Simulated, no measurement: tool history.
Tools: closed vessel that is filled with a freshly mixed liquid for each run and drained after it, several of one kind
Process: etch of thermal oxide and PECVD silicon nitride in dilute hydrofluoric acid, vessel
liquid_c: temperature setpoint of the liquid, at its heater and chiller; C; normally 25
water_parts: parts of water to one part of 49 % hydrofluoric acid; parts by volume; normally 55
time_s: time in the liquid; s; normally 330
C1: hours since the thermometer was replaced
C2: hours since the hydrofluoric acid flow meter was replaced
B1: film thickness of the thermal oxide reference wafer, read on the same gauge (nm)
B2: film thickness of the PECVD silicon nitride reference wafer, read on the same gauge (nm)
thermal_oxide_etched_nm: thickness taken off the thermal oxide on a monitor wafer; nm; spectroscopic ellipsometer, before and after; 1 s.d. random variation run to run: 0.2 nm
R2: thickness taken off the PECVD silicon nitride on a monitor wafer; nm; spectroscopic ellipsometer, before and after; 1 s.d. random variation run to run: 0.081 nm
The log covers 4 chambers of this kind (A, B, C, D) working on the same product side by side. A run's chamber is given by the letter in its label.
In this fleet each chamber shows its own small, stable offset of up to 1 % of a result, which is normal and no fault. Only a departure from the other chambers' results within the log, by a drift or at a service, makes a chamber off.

{"run": "1D", "hour": 6.0, "liquid_c": 25, "water_parts": 55, "time_s": 330, "C1": 837.9, "C2": 139.2, "B1": 150.01, "B2": 70.008, "thermal_oxide_etched_nm": 31.082, "R2": 16.289}
{"run": "2C", "hour": 17.9, "liquid_c": 25, "water_parts": 55, "time_s": 330, "C1": 1281.8, "C2": 649.6, "B1": 150.0, "B2": 69.984, "thermal_oxide_etched_nm": 31.093, "R2": 16.33}
{"run": "3B", "hour": 26.4, "liquid_c": 25, "water_parts": 55, "time_s": 330, "C1": 669.6, "C2": 132.1, "B1": 150.01, "B2": 69.978, "thermal_oxide_etched_nm": 30.206, "R2": 16.615}
{"run": "4A", "hour": 34.8, "liquid_c": 25, "water_parts": 55, "time_s": 330, "C1": 597.1, "C2": 269.7, "B1": 149.98, "B2": 70.009, "thermal_oxide_etched_nm": 30.813, "R2": 16.446}
{"run": "5B", "hour": 42.0, "liquid_c": 25, "water_parts": 55, "time_s": 330, "C1": 685.2, "C2": 147.7, "B1": 149.99, "B2": 69.971, "thermal_oxide_etched_nm": 30.834, "R2": 16.382}
{"run": "6D", "hour": 49.0, "liquid_c": 25, "water_parts": 55, "time_s": 330, "C1": 880.9, "C2": 182.2, "B1": 150.03, "B2": 70.002, "thermal_oxide_etched_nm": 31.041, "R2": 16.366}
{"run": "7C", "hour": 61.5, "liquid_c": 25, "water_parts": 55, "time_s": 330, "C1": 1325.4, "C2": 693.2, "B1": 149.98, "B2": 70.01, "thermal_oxide_etched_nm": 30.975, "R2": 16.362}
{"run": "8A", "hour": 74.2, "liquid_c": 25, "water_parts": 55, "time_s": 330, "C1": 636.5, "C2": 309.1, "B1": 150.04, "B2": 69.994, "thermal_oxide_etched_nm": 30.73, "R2": 16.261}
{"run": "9D", "hour": 83.5, "liquid_c": 25, "water_parts": 55, "time_s": 330, "C1": 915.4, "C2": 216.7, "B1": 149.99, "B2": 70.001, "thermal_oxide_etched_nm": 30.712, "R2": 16.479}
{"run": "10A", "hour": 95.6, "liquid_c": 25, "water_parts": 55, "time_s": 330, "C1": 657.9, "C2": 330.5, "B1": 150.02, "B2": 70.005, "thermal_oxide_etched_nm": 30.874, "R2": 16.504}
{"run": "11C", "hour": 108.0, "liquid_c": 25, "water_parts": 55, "time_s": 330, "C1": 1371.9, "C2": 739.7, "B1": 149.97, "B2": 69.999, "thermal_oxide_etched_nm": 30.688, "R2": 16.435}
{"run": "12B", "hour": 116.0, "liquid_c": 25, "water_parts": 55, "time_s": 330, "C1": 759.2, "C2": 221.7, "B1": 150.01, "B2": 69.986, "thermal_oxide_etched_nm": 30.637, "R2": 16.466}
{"run": "13D", "hour": 125.3, "liquid_c": 25, "water_parts": 55, "time_s": 330, "C1": 957.2, "C2": 258.5, "B1": 150.0, "B2": 69.995, "thermal_oxide_etched_nm": 30.507, "R2": 16.376}
{"run": "14B", "hour": 133.5, "liquid_c": 25, "water_parts": 55, "time_s": 330, "C1": 776.7, "C2": 239.2, "B1": 150.0, "B2": 69.997, "thermal_oxide_etched_nm": 30.826, "R2": 16.721}
{"run": "15A", "hour": 139.9, "liquid_c": 25, "water_parts": 55, "time_s": 330, "C1": 702.2, "C2": 374.8, "B1": 149.97, "B2": 69.987, "thermal_oxide_etched_nm": 30.52, "R2": 16.455}
{"run": "16C", "hour": 150.4, "liquid_c": 25, "water_parts": 55, "time_s": 330, "C1": 1414.3, "C2": 782.1, "B1": 150.02, "B2": 69.986, "thermal_oxide_etched_nm": 30.924, "R2": 16.396}
{"run": "17A", "hour": 162.7, "liquid_c": 23, "water_parts": 55, "time_s": 330, "C1": 725.0, "C2": 397.6, "B1": 149.97, "B2": 70.007, "thermal_oxide_etched_nm": 28.129, "R2": 14.423}
{"run": "18C", "hour": 171.2, "liquid_c": 23, "water_parts": 55, "time_s": 330, "C1": 1435.1, "C2": 802.9, "B1": 149.99, "B2": 69.996, "thermal_oxide_etched_nm": 28.538, "R2": 14.324}
{"run": "19D", "hour": 178.9, "liquid_c": 23, "water_parts": 55, "time_s": 330, "C1": 1010.8, "C2": 312.1, "B1": 150.03, "B2": 69.993, "thermal_oxide_etched_nm": 28.251, "R2": 14.296}
{"run": "20B", "hour": 189.6, "liquid_c": 23, "water_parts": 55, "time_s": 330, "C1": 832.8, "C2": 295.3, "B1": 150.0, "B2": 69.999, "thermal_oxide_etched_nm": 28.289, "R2": 14.5}
{"hour": 194.4, "done": "chamber B: thermometer replaced"}
{"run": "21C", "hour": 201.6, "liquid_c": 25, "water_parts": 55, "time_s": 330, "C1": 1465.5, "C2": 833.3, "B1": 150.0, "B2": 70.004, "thermal_oxide_etched_nm": 30.707, "R2": 16.406}
{"run": "22A", "hour": 213.4, "liquid_c": 25, "water_parts": 55, "time_s": 330, "C1": 775.7, "C2": 448.3, "B1": 149.98, "B2": 69.994, "thermal_oxide_etched_nm": 30.782, "R2": 16.491}
{"run": "23D", "hour": 223.4, "liquid_c": 25, "water_parts": 55, "time_s": 330, "C1": 1055.3, "C2": 356.6, "B1": 150.0, "B2": 70.0, "thermal_oxide_etched_nm": 30.258, "R2": 16.372}
{"run": "24B", "hour": 229.5, "liquid_c": 25, "water_parts": 55, "time_s": 330, "C1": 35.2, "C2": 335.2, "B1": 150.0, "B2": 69.984, "thermal_oxide_etched_nm": 30.579, "R2": 16.622}
{"run": "25B", "hour": 235.9, "liquid_c": 25, "water_parts": 55, "time_s": 330, "C1": 41.6, "C2": 341.6, "B1": 150.01, "B2": 69.995, "thermal_oxide_etched_nm": 30.567, "R2": 16.49}

Next, every chamber runs the same settings. What will each give?
{"run": "26A", "hour": 245.4, "liquid_c": 25, "water_parts": 70, "time_s": 330, "thermal_oxide_etched_nm": "?", "R2": "?"}
{"run": "26B", "hour": 245.4, "liquid_c": 25, "water_parts": 70, "time_s": 330, "thermal_oxide_etched_nm": "?", "R2": "?"}
{"run": "26C", "hour": 245.4, "liquid_c": 25, "water_parts": 70, "time_s": 330, "thermal_oxide_etched_nm": "?", "R2": "?"}
{"run": "26D", "hour": 245.4, "liquid_c": 25, "water_parts": 70, "time_s": 330, "thermal_oxide_etched_nm": "?", "R2": "?"}

run=26A thermal_oxide_etched_nm=23.631 R2=12.862
run=26B thermal_oxide_etched_nm=23.583 R2=12.994
run=26C thermal_oxide_etched_nm=23.561 R2=12.930
run=26D thermal_oxide_etched_nm=23.782 R2=12.887
